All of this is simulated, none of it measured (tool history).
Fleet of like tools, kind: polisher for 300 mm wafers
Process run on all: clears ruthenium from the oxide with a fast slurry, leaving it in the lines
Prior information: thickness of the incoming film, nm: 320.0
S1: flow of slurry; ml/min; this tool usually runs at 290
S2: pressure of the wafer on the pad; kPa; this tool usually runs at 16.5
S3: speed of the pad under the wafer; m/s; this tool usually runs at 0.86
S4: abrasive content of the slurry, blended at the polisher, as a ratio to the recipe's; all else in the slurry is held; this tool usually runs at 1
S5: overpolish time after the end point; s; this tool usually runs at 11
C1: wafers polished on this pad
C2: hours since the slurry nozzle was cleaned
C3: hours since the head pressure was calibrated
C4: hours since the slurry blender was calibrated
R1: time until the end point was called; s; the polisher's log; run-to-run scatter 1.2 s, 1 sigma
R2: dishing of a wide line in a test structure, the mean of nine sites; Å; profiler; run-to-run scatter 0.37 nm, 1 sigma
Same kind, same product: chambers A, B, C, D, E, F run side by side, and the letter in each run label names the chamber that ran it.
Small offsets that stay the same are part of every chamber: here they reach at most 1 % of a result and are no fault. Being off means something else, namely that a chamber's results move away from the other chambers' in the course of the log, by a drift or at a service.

{"run": "1C", "day": 0.338, "S1": 290, "S2": 16.5, "S3": 0.86, "S4": 1, "S5": 11, "C1": 228, "C2": 790.5, "C3": 77.5, "C4": 24.6, "R1": 95.863, "R2": 290.62}
{"run": "2A", "day": 0.642, "S1": 290, "S2": 16.5, "S3": 0.86, "S4": 1, "S5": 11, "C1": 1017, "C2": 233.9, "C3": 598.5, "C4": 350, "R1": 97.6, "R2": 280.23}
{"run": "3D", "day": 0.883, "S1": 290, "S2": 16.5, "S3": 0.86, "S4": 1, "S5": 11, "C1": 715, "C2": 412.2, "C3": 26.4, "C4": 220.3, "R1": 97.185, "R2": 289.07}
{"day": 0.904, "done": "chamber A: worn pad replaced by a new one"}
{"run": "4F", "day": 1.308, "S1": 290, "S2": 16.5, "S3": 0.86, "S4": 1, "S5": 11, "C1": 240, "C2": 175.5, "C3": 162, "C4": 231.7, "R1": 98.181, "R2": 286.37}
{"day": 1.408, "done": "chamber B: head pressure recalibrated"}
{"run": "5B", "day": 1.604, "S1": 290, "S2": 20, "S3": 0.86, "S4": 1, "S5": 11, "C1": 545, "C2": 622.9, "C3": 4.8, "C4": 377.9, "R1": 81.964, "R2": 340.18}
{"run": "6E", "day": 1.979, "S1": 290, "S2": 20, "S3": 0.86, "S4": 1, "S5": 11, "C1": 425, "C2": 232.1, "C3": 251.7, "C4": 105.7, "R1": 80.741, "R2": 338.36}
{"day": 2.233, "done": "chamber C: worn pad replaced by a new one"}
{"run": "7F", "day": 2.329, "S1": 290, "S2": 20, "S3": 0.86, "S4": 1, "S5": 11, "C1": 411, "C2": 200, "C3": 186.5, "C4": 256.2, "R1": 80.086, "R2": 337.62}
{"run": "8E", "day": 2.696, "S1": 290, "S2": 20, "S3": 0.86, "S4": 1, "S5": 11, "C1": 545, "C2": 249.3, "C3": 268.9, "C4": 122.9, "R1": 81.741, "R2": 348.13}
{"day": 2.896, "done": "chamber C: slurry nozzle cleaned"}
{"run": "9C", "day": 3.054, "S1": 290, "S2": 20, "S3": 0.86, "S4": 1, "S5": 11, "C1": 138, "C2": 3.8, "C3": 142.7, "C4": 89.8, "R1": 81.351, "R2": 345.72}
{"day": 3.138, "done": "chamber A: head pressure recalibrated"}
{"day": 3.162, "done": "chamber B: worn pad replaced by a new one"}
{"day": 3.167, "done": "chamber F: worn pad replaced by a new one"}
{"run": "10A", "day": 3.408, "S1": 290, "S2": 20, "S3": 0.86, "S4": 1, "S5": 11, "C1": 420, "C2": 300.3, "C3": 6.6, "C4": 416.4, "R1": 79.555, "R2": 344.35}
{"run": "11B", "day": 3.754, "S1": 290, "S2": 16.5, "S3": 0.72, "S4": 1, "S5": 7, "C1": 99, "C2": 674.5, "C3": 56.4, "C4": 429.5, "R1": 115.84, "R2": 166.51}
{"day": 3.942, "done": "chamber A: slurry nozzle cleaned"}
{"day": 4.171, "done": "chamber E: worn pad replaced by a new one"}
{"run": "12D", "day": 4.171, "S1": 290, "S2": 16.5, "S3": 0.72, "S4": 1, "S5": 7, "C1": 1267, "C2": 491.1, "C3": 105.3, "C4": 299.2, "R1": 115.14, "R2": 162.08}
{"day": 4.283, "done": "chamber D: slurry blender recalibrated"}
{"day": 4.338, "done": "chamber B: slurry nozzle cleaned"}
{"day": 4.467, "done": "chamber F: slurry blender recalibrated"}
{"day": 4.496, "done": "chamber E: head pressure recalibrated"}
{"run": "13A", "day": 4.496, "S1": 290, "S2": 16.5, "S3": 0.72, "S4": 1, "S5": 7, "C1": 603, "C2": 13.4, "C3": 32.7, "C4": 442.5, "R1": 118.22, "R2": 163.01}
{"run": "14D", "day": 4.871, "S1": 290, "S2": 16.5, "S3": 0.72, "S4": 1, "S5": 7, "C1": 1384, "C2": 507.9, "C3": 122.1, "C4": 14.2, "R1": 118.98, "R2": 161.23}
{"day": 5.021, "done": "chamber E: slurry blender recalibrated"}
{"day": 5.054, "done": "chamber C: worn pad replaced by a new one"}
{"run": "15E", "day": 5.108, "S1": 290, "S2": 16.5, "S3": 0.72, "S4": 1, "S5": 7, "C1": 157, "C2": 307.2, "C3": 14.8, "C4": 2.2, "R1": 117.06, "R2": 161.07}
{"run": "16F", "day": 5.338, "S1": 290, "S2": 16.5, "S3": 0.72, "S4": 1, "S5": 7, "C1": 364, "C2": 272.2, "C3": 258.7, "C4": 20.9, "R1": 115.03, "R2": 166.6}
{"day": 5.546, "done": "chamber D: worn pad replaced by a new one"}
{"run": "17C", "day": 5.771, "S1": 290, "S2": 16.5, "S3": 0.86, "S4": 1, "S5": 11, "C1": 120, "C2": 69, "C3": 207.9, "C4": 155, "R1": 95.859, "R2": 284.3}
{"run": "18B", "day": 6.029, "S1": 290, "S2": 16.5, "S3": 0.86, "S4": 1, "S5": 11, "C1": 481, "C2": 40.7, "C3": 111, "C4": 484.1, "R1": 98.281, "R2": 288.56}
{"run": "19F", "day": 6.258, "S1": 290, "S2": 16.5, "S3": 0.86, "S4": 1, "S5": 11, "C1": 519, "C2": 294.3, "C3": 280.8, "C4": 43, "R1": 93.723, "R2": 294.56}
{"day": 6.425, "done": "chamber B: slurry blender recalibrated"}
{"run": "20B", "day": 6.458, "S1": 290, "S2": 16.5, "S3": 0.86, "S4": 1.25, "S5": 11, "C1": 553, "C2": 51, "C3": 121.3, "C4": 0.9, "R1": 87.645, "R2": 322.89}
{"day": 6.592, "done": "chamber D: slurry nozzle cleaned"}
{"day": 6.638, "done": "chamber F: worn pad replaced by a new one"}
{"run": "21D", "day": 6.729, "S1": 290, "S2": 16.5, "S3": 0.86, "S4": 1.25, "S5": 11, "C1": 199, "C2": 3.3, "C3": 166.7, "C4": 58.8, "R1": 88.348, "R2": 315.28}
{"day": 6.767, "done": "chamber F: slurry nozzle cleaned"}
{"day": 6.875, "done": "chamber A: slurry blender recalibrated"}
{"run": "22E", "day": 7.167, "S1": 290, "S2": 16.5, "S3": 0.86, "S4": 1.25, "S5": 11, "C1": 502, "C2": 356.6, "C3": 64.2, "C4": 51.6, "R1": 88.505, "R2": 311.76}
{"run": "23C", "day": 7.425, "S1": 290, "S2": 16.5, "S3": 0.86, "S4": 1.25, "S5": 11, "C1": 398, "C2": 108.7, "C3": 247.6, "C4": 194.7, "R1": 90.533, "R2": 319.47}
{"run": "24A", "day": 7.833, "S1": 290, "S2": 16.5, "S3": 0.86, "S4": 1.25, "S5": 11, "C1": 1163, "C2": 93.5, "C3": 112.8, "C4": 23.1, "R1": 88.607, "R2": 319.88}
{"day": 7.925, "done": "chamber B: worn pad replaced by a new one"}
{"day": 8.058, "done": "chamber A: worn pad replaced by a new one"}
{"day": 8.121, "done": "chamber C: worn pad replaced by a new one"}
{"run": "25F", "day": 8.196, "S1": 290, "S2": 16.5, "S3": 0.86, "S4": 1.25, "S5": 11, "C1": 261, "C2": 34.4, "C3": 327.3, "C4": 89.5, "R1": 84.845, "R2": 323.48}
{"run": "26D", "day": 8.579, "S1": 290, "S2": 16.5, "S3": 0.86, "S4": 1, "S5": 11, "C1": 509, "C2": 47.7, "C3": 211.1, "C4": 103.2, "R1": 99.045, "R2": 296.49}
{"day": 8.921, "done": "chamber E: worn pad replaced by a new one"}
{"run": "27A", "day": 8.925, "S1": 290, "S2": 16.5, "S3": 0.86, "S4": 1, "S5": 11, "C1": 145, "C2": 119.7, "C3": 139, "C4": 49.3, "R1": 99.159, "R2": 291.31}
{"run": "28E", "day": 9.283, "S1": 290, "S2": 16.5, "S3": 0.86, "S4": 1, "S5": 11, "C1": 61, "C2": 407.4, "C3": 115, "C4": 102.4, "R1": 98.721, "R2": 283.41}
{"run": "29B", "day": 9.492, "S1": 290, "S2": 16.5, "S3": 0.86, "S4": 1, "S5": 11, "C1": 263, "C2": 123.8, "C3": 194.1, "C4": 73.7, "R1": 97.645, "R2": 287.83}
{"run": "30C", "day": 9.754, "S1": 290, "S2": 16.5, "S3": 0.86, "S4": 1, "S5": 11, "C1": 274, "C2": 164.6, "C3": 303.5, "C4": 250.6, "R1": 96.769, "R2": 287.58}
{"day": 10.096, "done": "chamber F: worn pad replaced by a new one"}
{"run": "31D", "day": 10.192, "S1": 290, "S2": 16.5, "S3": 0.86, "S4": 1, "S5": 11, "C1": 780, "C2": 86.4, "C3": 249.8, "C4": 141.9, "R1": 99.671, "R2": 295.45}
{"run": "32A", "day": 10.625, "S1": 290, "S2": 16.5, "S3": 0.86, "S4": 1, "S5": 11, "C1": 430, "C2": 160.5, "C3": 179.8, "C4": 90.1, "R1": 99.183, "R2": 288.29}
{"day": 10.825, "done": "chamber C: worn pad replaced by a new one"}
{"run": "33F", "day": 11.021, "S1": 290, "S2": 12.4, "S3": 0.96, "S4": 1, "S5": 11, "C1": 155, "C2": 102.2, "C3": 395.1, "C4": 157.3, "R1": 107.15, "R2": 260.76}
{"run": "34C", "day": 11.383, "S1": 290, "S2": 12.4, "S3": 0.96, "S4": 1, "S5": 11, "C1": 93, "C2": 203.7, "C3": 342.6, "C4": 289.7, "R1": 119.83, "R2": 244.79}
{"day": 11.571, "done": "chamber E: slurry blender recalibrated"}
{"run": "35B", "day": 11.658, "S1": 290, "S2": 12.4, "S3": 0.96, "S4": 1, "S5": 11, "C1": 627, "C2": 175.8, "C3": 246.1, "C4": 125.7, "R1": 116.55, "R2": 245.19}
{"run": "36E", "day": 11.938, "S1": 290, "S2": 12.4, "S3": 0.96, "S4": 1, "S5": 11, "C1": 506, "C2": 471.1, "C3": 178.7, "C4": 8.9, "R1": 118.11, "R2": 248.07}
{"run": "37A", "day": 12.275, "S1": 290, "S2": 12.4, "S3": 0.96, "S4": 1, "S5": 11, "C1": 707, "C2": 200.1, "C3": 219.4, "C4": 129.7, "R1": 116.36, "R2": 249.03}
{"run": "38E", "day": 12.625, "S1": 290, "S2": 12.4, "S3": 0.96, "S4": 1, "S5": 11, "C1": 621, "C2": 487.6, "C3": 195.2, "C4": 25.4, "R1": 115.95, "R2": 245.31}
{"day": 12.762, "done": "chamber B: worn pad replaced by a new one"}
{"run": "39C", "day": 12.983, "S1": 290, "S2": 16.5, "S3": 0.86, "S4": 1, "S5": 11, "C1": 362, "C2": 242.1, "C3": 381, "C4": 328.1, "R1": 99.728, "R2": 292.19}
{"run": "40F", "day": 13.292, "S1": 290, "S2": 16.5, "S3": 0.86, "S4": 1, "S5": 11, "C1": 536, "C2": 156.7, "C3": 449.6, "C4": 211.8, "R1": 88.411, "R2": 317.93}
{"run": "41B", "day": 13.721, "S1": 290, "S2": 16.5, "S3": 0.86, "S4": 1, "S5": 11, "C1": 161, "C2": 225.3, "C3": 295.6, "C4": 175.2, "R1": 97.249, "R2": 297.43}
{"day": 13.921, "done": "chamber C: worn pad replaced by a new one"}
{"run": "42D", "day": 14.067, "S1": 290, "S2": 16.5, "S3": 0.86, "S4": 1, "S5": 11, "C1": 1430, "C2": 179.4, "C3": 342.8, "C4": 234.9, "R1": 96.656, "R2": 294.21}
{"run": "43C", "day": 14.375, "S1": 290, "S2": 16.5, "S3": 0.86, "S4": 1, "S5": 11, "C1": 76, "C2": 275.5, "C3": 414.4, "C4": 361.5, "R1": 97.4, "R2": 280.42}

All 6 chambers run these settings next. Forecast each chamber's results:
{"run": "44A", "day": 14.696, "S1": 290, "S2": 16.5, "S3": 0.86, "S4": 1.25, "S5": 11, "R1": "?", "R2": "?"}
{"run": "44B", "day": 14.696, "S1": 290, "S2": 16.5, "S3": 0.86, "S4": 1.25, "S5": 11, "R1": "?", "R2": "?"}
{"run": "44C", "day": 14.696, "S1": 290, "S2": 16.5, "S3": 0.86, "S4": 1.25, "S5": 11, "R1": "?", "R2": "?"}
{"run": "44D", "day": 14.696, "S1": 290, "S2": 16.5, "S3": 0.86, "S4": 1.25, "S5": 11, "R1": "?", "R2": "?"}
{"run": "44E", "day": 14.696, "S1": 290, "S2": 16.5, "S3": 0.86, "S4": 1.25, "S5": 11, "R1": "?", "R2": "?"}
{"run": "44F", "day": 14.696, "S1": 290, "S2": 16.5, "S3": 0.86, "S4": 1.25, "S5": 11, "R1": "?", "R2": "?"}

run=44A R1=88.296 R2=311.85
run=44B R1=88.252 R2=320.02
run=44C R1=89.818 R2=320.06
run=44D R1=90.106 R2=320.55
run=44E R1=88.563 R2=309.4
run=44F R1=78.959 R2=350.05
